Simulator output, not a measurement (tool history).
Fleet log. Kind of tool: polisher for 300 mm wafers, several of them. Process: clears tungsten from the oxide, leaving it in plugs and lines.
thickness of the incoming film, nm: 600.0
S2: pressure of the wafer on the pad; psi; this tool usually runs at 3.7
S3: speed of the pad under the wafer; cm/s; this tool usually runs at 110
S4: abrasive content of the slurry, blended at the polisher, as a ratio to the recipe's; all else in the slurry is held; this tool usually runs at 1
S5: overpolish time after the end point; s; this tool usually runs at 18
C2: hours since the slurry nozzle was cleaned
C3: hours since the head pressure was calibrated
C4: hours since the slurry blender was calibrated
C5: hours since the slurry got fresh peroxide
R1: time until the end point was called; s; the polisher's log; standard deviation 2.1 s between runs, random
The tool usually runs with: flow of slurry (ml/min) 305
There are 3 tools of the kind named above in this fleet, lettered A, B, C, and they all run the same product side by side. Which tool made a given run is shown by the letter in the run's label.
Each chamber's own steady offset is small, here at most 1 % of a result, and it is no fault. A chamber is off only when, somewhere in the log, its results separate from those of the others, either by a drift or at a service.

-- day=0.217 chamber B: worn pad replaced by a new one
run 1B day=0.412 | flow_of_slurry_(ml/min)=305 S2=3.7 S3=110 S4=1 S5=18 | wafers_polished_on_this_pad=36 C2=710.2 C3=1378 C4=20.4 C5=34.9 | R1=136.59
run 2A day=0.733 | flow_of_slurry_(ml/min)=305 S2=3.7 S3=110 S4=1 S5=18 | wafers_polished_on_this_pad=353 C2=427.3 C3=715 C4=83.8 C5=41.3 | R1=139.16
-- day=0.917 chamber B: head pressure recalibrated
run 3C day=0.992 | flow_of_slurry_(ml/min)=305 S2=3.7 S3=110 S4=1 S5=18 | wafers_polished_on_this_pad=987 C2=43 C3=207 C4=98.7 C5=84.9 | R1=144.15
run 4A day=1.354 | flow_of_slurry_(ml/min)=305 S2=3.7 S3=110 S4=1 S5=18 | wafers_polished_on_this_pad=468 C2=442.2 C3=729.9 C4=98.7 C5=56.2 | R1=142.12
run 5B day=1.7 | flow_of_slurry_(ml/min)=305 S2=3.7 S3=110 S4=1 S5=18 | wafers_polished_on_this_pad=274 C2=741.1 C3=18.8 C4=51.3 C5=65.8 | R1=143.25
-- day=1.704 chamber A: slurry tank refilled with fresh slurry and peroxide
run 6C day=1.912 | flow_of_slurry_(ml/min)=305 S2=3.7 S3=110 S4=1 S5=18 | wafers_polished_on_this_pad=1157 C2=65.1 C3=229.1 C4=120.8 C5=107 | R1=142.07
run 7B day=2.292 | flow_of_slurry_(ml/min)=305 S2=3.7 S3=110 S4=1 S5=18 | wafers_polished_on_this_pad=384 C2=755.3 C3=33 C4=65.5 C5=80 | R1=144.61
run 8C day=2.496 | flow_of_slurry_(ml/min)=305 S2=3.7 S3=110 S4=1 S5=18 | wafers_polished_on_this_pad=1265 C2=79.1 C3=243.1 C4=134.8 C5=121 | R1=142.3
-- day=2.625 chamber C: worn pad replaced by a new one
-- day=2.758 chamber A: worn pad replaced by a new one
run 9A day=2.821 | flow_of_slurry_(ml/min)=305 S2=3.7 S3=110 S4=1 S5=18 | wafers_polished_on_this_pad=11 C2=477.4 C3=765.1 C4=133.9 C5=26.9 | R1=141.72
run 10A day=3.217 | flow_of_slurry_(ml/min)=305 S2=3.7 S3=110 S4=1 S5=18 | wafers_polished_on_this_pad=84 C2=486.9 C3=774.6 C4=143.4 C5=36.4 | R1=136.96
-- day=3.567 chamber B: worn pad replaced by a new one
-- day=3.575 chamber A: slurry nozzle cleaned
run 11B day=3.629 | flow_of_slurry_(ml/min)=305 S2=3.7 S3=110 S4=1 S5=18 | wafers_polished_on_this_pad=11 C2=787.4 C3=65.1 C4=97.6 C5=112.1 | R1=148.03
-- day=3.733 chamber A: slurry tank refilled with fresh slurry and peroxide
-- day=3.825 chamber C: slurry tank refilled with fresh slurry and peroxide
run 12C day=3.971 | flow_of_slurry_(ml/min)=305 S2=3.7 S3=110 S4=1 S5=18 | wafers_polished_on_this_pad=249 C2=114.5 C3=278.5 C4=170.2 C5=3.6 | R1=141.16
run 13B day=4.408 | flow_of_slurry_(ml/min)=305 S2=3.7 S3=110 S4=1 S5=18 | wafers_polished_on_this_pad=155 C2=806.1 C3=83.8 C4=116.3 C5=130.8 | R1=144.03
run 14C day=4.625 | flow_of_slurry_(ml/min)=305 S2=3.7 S3=110 S4=1 S5=18 | wafers_polished_on_this_pad=370 C2=130.2 C3=294.2 C4=185.9 C5=19.3 | R1=140.5
run 15A day=5.033 | flow_of_slurry_(ml/min)=305 S2=3.7 S3=110 S4=1 S5=18 | wafers_polished_on_this_pad=421 C2=35.1 C3=818.2 C4=187 C5=31.2 | R1=139.76
run 16B day=5.292 | flow_of_slurry_(ml/min)=305 S2=3.7 S3=110 S4=1 S5=18 | wafers_polished_on_this_pad=319 C2=827.3 C3=105 C4=137.5 C5=152 | R1=147.45
-- day=5.417 chamber B: slurry nozzle cleaned
run 17A day=5.688 | flow_of_slurry_(ml/min)=305 S2=3.7 S3=110 S4=1 S5=18 | wafers_polished_on_this_pad=542 C2=50.8 C3=833.9 C4=202.7 C5=46.9 | R1=140.69
-- day=5.962 chamber A: slurry tank refilled with fresh slurry and peroxide
run 18C day=6.021 | flow_of_slurry_(ml/min)=305 S2=3.7 S3=110 S4=1 S5=18 | wafers_polished_on_this_pad=628 C2=163.7 C3=327.7 C4=219.4 C5=52.8 | R1=138.75
run 19A day=6.421 | flow_of_slurry_(ml/min)=305 S2=3.7 S3=110 S4=1 S5=18 | wafers_polished_on_this_pad=677 C2=68.4 C3=851.5 C4=220.3 C5=11 | R1=137.66
-- day=6.612 chamber A: slurry blender recalibrated
-- day=6.721 chamber B: worn pad replaced by a new one
run 20C day=6.8 | flow_of_slurry_(ml/min)=305 S2=3.7 S3=110 S4=1 S5=18 | wafers_polished_on_this_pad=772 C2=182.4 C3=346.4 C4=238.1 C5=71.5 | R1=144.5
-- day=6.908 chamber A: worn pad replaced by a new one
run 21B day=7.179 | flow_of_slurry_(ml/min)=305 S2=3.7 S3=110 S4=1 S5=18 | wafers_polished_on_this_pad=85 C2=42.3 C3=150.3 C4=182.8 C5=197.3 | R1=151.41
run 22C day=7.383 | flow_of_slurry_(ml/min)=305 S2=3.7 S3=110 S4=1 S5=18 | wafers_polished_on_this_pad=880 C2=196.4 C3=360.4 C4=252.1 C5=85.5 | R1=139.99
run 23A day=7.825 | flow_of_slurry_(ml/min)=305 S2=4.5 S3=110 S4=1 S5=9 | wafers_polished_on_this_pad=169 C2=102.1 C3=885.2 C4=29.2 C5=44.7 | R1=115.29
run 24B day=8.208 | flow_of_slurry_(ml/min)=305 S2=4.5 S3=110 S4=1 S5=9 | wafers_polished_on_this_pad=275 C2=67 C3=175 C4=207.5 C5=222 | R1=130.67
-- day=8.429 chamber A: slurry tank refilled with fresh slurry and peroxide
run 25B day=8.558 | flow_of_slurry_(ml/min)=305 S2=4.5 S3=110 S4=1 S5=9 | wafers_polished_on_this_pad=340 C2=75.4 C3=183.4 C4=215.9 C5=230.4 | R1=130.05
run 26A day=9.004 | flow_of_slurry_(ml/min)=305 S2=3.7 S3=110 S4=1 S5=18 | wafers_polished_on_this_pad=388 C2=130.4 C3=913.5 C4=57.5 C5=13.8 | R1=139.73
-- day=9.092 chamber B: slurry blender recalibrated
run 27C day=9.454 | flow_of_slurry_(ml/min)=305 S2=2.6 S3=110 S4=1 S5=12 | wafers_polished_on_this_pad=1263 C2=246.1 C3=410.1 C4=301.8 C5=135.2 | R1=202.14
run 28B day=9.838 | flow_of_slurry_(ml/min)=305 S2=2.6 S3=110 S4=1 S5=12 | wafers_polished_on_this_pad=577 C2=106.1 C3=214.1 C4=18 C5=261.1 | R1=226.33

Next, all 3 chambers run the settings below, one line each with question marks for the results. What does each chamber give?
run 29A day=10.158 | flow_of_slurry_(ml/min)=305 S2=3.7 S3=110 S4=1 S5=18 | R1=?
run 29B day=10.158 | flow_of_slurry_(ml/min)=305 S2=3.7 S3=110 S4=1 S5=18 | R1=?
run 29C day=10.158 | flow_of_slurry_(ml/min)=305 S2=3.7 S3=110 S4=1 S5=18 | R1=?

run=29A R1=138.45
run=29B R1=158.6
run=29C R1=142.92

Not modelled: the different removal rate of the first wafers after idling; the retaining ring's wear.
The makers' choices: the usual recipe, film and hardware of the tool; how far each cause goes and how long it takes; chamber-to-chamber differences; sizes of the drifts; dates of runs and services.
